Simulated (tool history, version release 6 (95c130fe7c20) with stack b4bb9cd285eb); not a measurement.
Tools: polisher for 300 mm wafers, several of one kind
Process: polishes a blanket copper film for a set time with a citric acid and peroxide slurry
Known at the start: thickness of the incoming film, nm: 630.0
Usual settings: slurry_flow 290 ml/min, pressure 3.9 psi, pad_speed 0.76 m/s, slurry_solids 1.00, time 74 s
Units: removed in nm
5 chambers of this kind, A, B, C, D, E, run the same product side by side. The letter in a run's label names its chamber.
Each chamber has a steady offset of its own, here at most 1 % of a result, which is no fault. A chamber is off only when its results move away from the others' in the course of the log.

run	day	slurry_flow	pressure	pad_speed	slurry_solids	time	wafers polished on this pad	hours since the slurry nozzle was cleaned	hours since the head pressure was calibrated	hours since the slurry blender was calibrated	removed
1D	0.317	290	3.9	0.76	1.00	74	191	285.9	784.0	108.9	145.37
2B	0.608	290	3.9	0.76	1.00	74	357	45.7	151.3	112.1	142.54
3E	0.900	290	3.9	0.76	1.00	74	555	230.1	759.3	215.4	141.87
# day 0.942: chamber A: slurry nozzle cleaned
4A	1.262	290	3.9	0.76	1.00	74	591	7.8	539.8	219.4	143.18
# day 1.350: chamber E: worn pad replaced by a new one
# day 1.383: chamber A: worn pad replaced by a new one
# day 1.454: chamber A: head pressure recalibrated
5C	1.562	290	3.9	0.76	1.00	74	741	197.6	371.2	337.1	141.53
# day 1.596: chamber D: slurry blender recalibrated
6D	1.829	290	3.9	0.76	1.00	74	639	322.2	820.3	5.7	143.95
7E	2.162	290	3.9	0.76	1.00	74	241	260.4	789.6	245.7	144.22
8A	2.358	290	3.9	0.76	1.00	74	288	34.1	21.7	245.7	139.98
# day 2.508: chamber B: slurry blender recalibrated
9C	2.708	290	3.9	0.76	1.00	74	1080	225.1	398.7	364.6	140.93
# day 2.921: chamber C: worn pad replaced by a new one
10B	2.938	290	3.9	0.98	1.25	74	1046	101.6	207.2	10.3	191.25
# day 3.017: chamber D: worn pad replaced by a new one
11B	3.304	290	3.9	0.98	1.25	74	1154	110.4	216.0	19.1	190.17
# day 3.621: chamber A: worn pad replaced by a new one
12D	3.638	290	3.9	0.98	1.25	74	183	365.6	863.7	49.1	192.28
# day 3.725: chamber E: worn pad replaced by a new one
# day 3.862: chamber C: slurry nozzle cleaned
13C	3.908	290	3.9	0.98	1.25	74	292	1.1	427.5	393.4	193.71
# day 4.004: chamber D: head pressure recalibrated
# day 4.167: chamber C: slurry blender recalibrated
# day 4.275: chamber B: worn pad replaced by a new one
14E	4.279	290	3.9	0.98	1.25	74	164	311.2	840.4	296.5	194.02
15A	4.542	290	3.9	0.76	1.00	74	272	86.5	74.1	298.1	141.40
16C	4.783	290	3.9	0.76	1.00	74	551	22.1	448.5	14.8	146.70
17B	4.996	215	3.2	0.76	1.00	74	214	151.0	256.6	59.7	113.89
18A	5.262	215	3.2	0.76	1.00	74	485	103.8	91.4	315.4	113.64
19D	5.496	215	3.2	0.76	1.00	74	733	410.2	35.9	93.7	114.31
20E	5.733	215	3.2	0.76	1.00	74	594	346.1	875.3	331.4	112.90
# day 5.812: chamber D: worn pad replaced by a new one
# day 5.842: chamber A: worn pad replaced by a new one
21B	5.946	215	3.2	0.76	1.00	74	495	173.8	279.4	82.5	112.58
# day 6.012: chamber E: worn pad replaced by a new one
22E	6.121	290	5.1	0.76	1.00	74	32	355.4	884.6	340.7	185.73
23D	6.483	290	5.1	0.76	1.00	74	198	433.9	59.6	117.4	188.74
# day 6.804: chamber C: worn pad replaced by a new one
24C	6.850	290	5.1	0.76	1.00	74	14	71.7	498.1	64.4	191.52
25A	7.050	290	5.1	0.76	1.00	74	357	146.7	134.3	358.3	185.90
# day 7.200: chamber D: slurry blender recalibrated
# day 7.225: chamber A: slurry blender recalibrated
26C	7.342	290	5.1	0.76	1.00	74	159	83.5	509.9	76.2	193.69
27E	7.700	290	3.9	0.76	1.00	74	499	393.3	922.5	378.6	142.04
# day 7.833: chamber E: slurry nozzle cleaned
28A	7.946	290	3.9	0.76	1.00	74	622	168.2	155.8	17.3	144.40
# day 7.992: chamber A: worn pad replaced by a new one
# day 8.004: chamber B: slurry blender recalibrated
29B	8.262	290	3.9	0.76	1.00	74	1180	229.4	335.0	6.2	141.41
# day 8.479: chamber D: worn pad replaced by a new one
30D	8.558	290	3.9	0.76	1.00	74	24	483.7	109.4	32.7	144.79
# day 8.758: chamber B: worn pad replaced by a new one
# day 8.762: chamber E: worn pad replaced by a new one
31E	8.771	290	3.9	0.76	1.00	74	3	22.5	948.2	404.3	142.38
32B	9.012	290	3.9	0.76	1.00	74	75	247.4	353.0	24.2	140.06
33C	9.350	290	3.9	0.76	1.00	74	753	131.7	558.1	124.4	152.49
34A	9.654	290	3.9	0.76	1.00	74	492	209.2	196.8	58.3	142.04
# day 9.667: chamber B: head pressure recalibrated
# day 9.833: chamber B: slurry nozzle cleaned
35D	9.967	290	3.9	0.76	1.00	74	441	517.5	143.2	66.5	145.43
# day 10.050: chamber A: worn pad replaced by a new one
36C	10.346	290	3.9	0.58	1.25	74	1048	155.6	582.0	148.3	123.70
37D	10.679	290	3.9	0.58	1.25	74	651	534.6	160.3	83.6	116.92
# day 10.908: chamber E: worn pad replaced by a new one
38B	10.979	290	3.9	0.58	1.25	74	657	27.5	31.6	71.4	115.54
39E	11.288	290	3.9	0.58	1.25	74	112	82.9	1008.6	464.7	115.10
40A	11.517	290	3.9	0.58	1.25	74	434	253.9	241.5	103.0	114.89

What goes on in this fleet: one chamber off, a drifting gauge, or nothing beyond the chambers' own small offsets? Name the chamber and the cause, if any.

Chamber C drifts away from the others.
Cause: head's pressure above its setpoint, % = 10.8.

Here are 4 candidates for chamber C's next run, each the usual settings with a change, their results left as question marks. Which one brings its results back in line with what the others give on the usual settings?
In line means no further than this from the other chambers' mean on the usual settings: removed 3.80 nm
41C-1	11.792	290	3.9	0.76	1.20	74					?
41C-2	11.792	290	4.1	0.76	1.00	77					?
41C-3	11.792	290	3.8	0.74	1.00	71					?
41C-4	11.792	290	3.7	0.76	1.00	74					?

The other chambers' mean on the usual settings: removed 143.06 nm
run	removed
41C-1	162.36
41C-2	170.38
41C-3	142.14
41C-4	148.23
41C-3 brings the chamber back in line.

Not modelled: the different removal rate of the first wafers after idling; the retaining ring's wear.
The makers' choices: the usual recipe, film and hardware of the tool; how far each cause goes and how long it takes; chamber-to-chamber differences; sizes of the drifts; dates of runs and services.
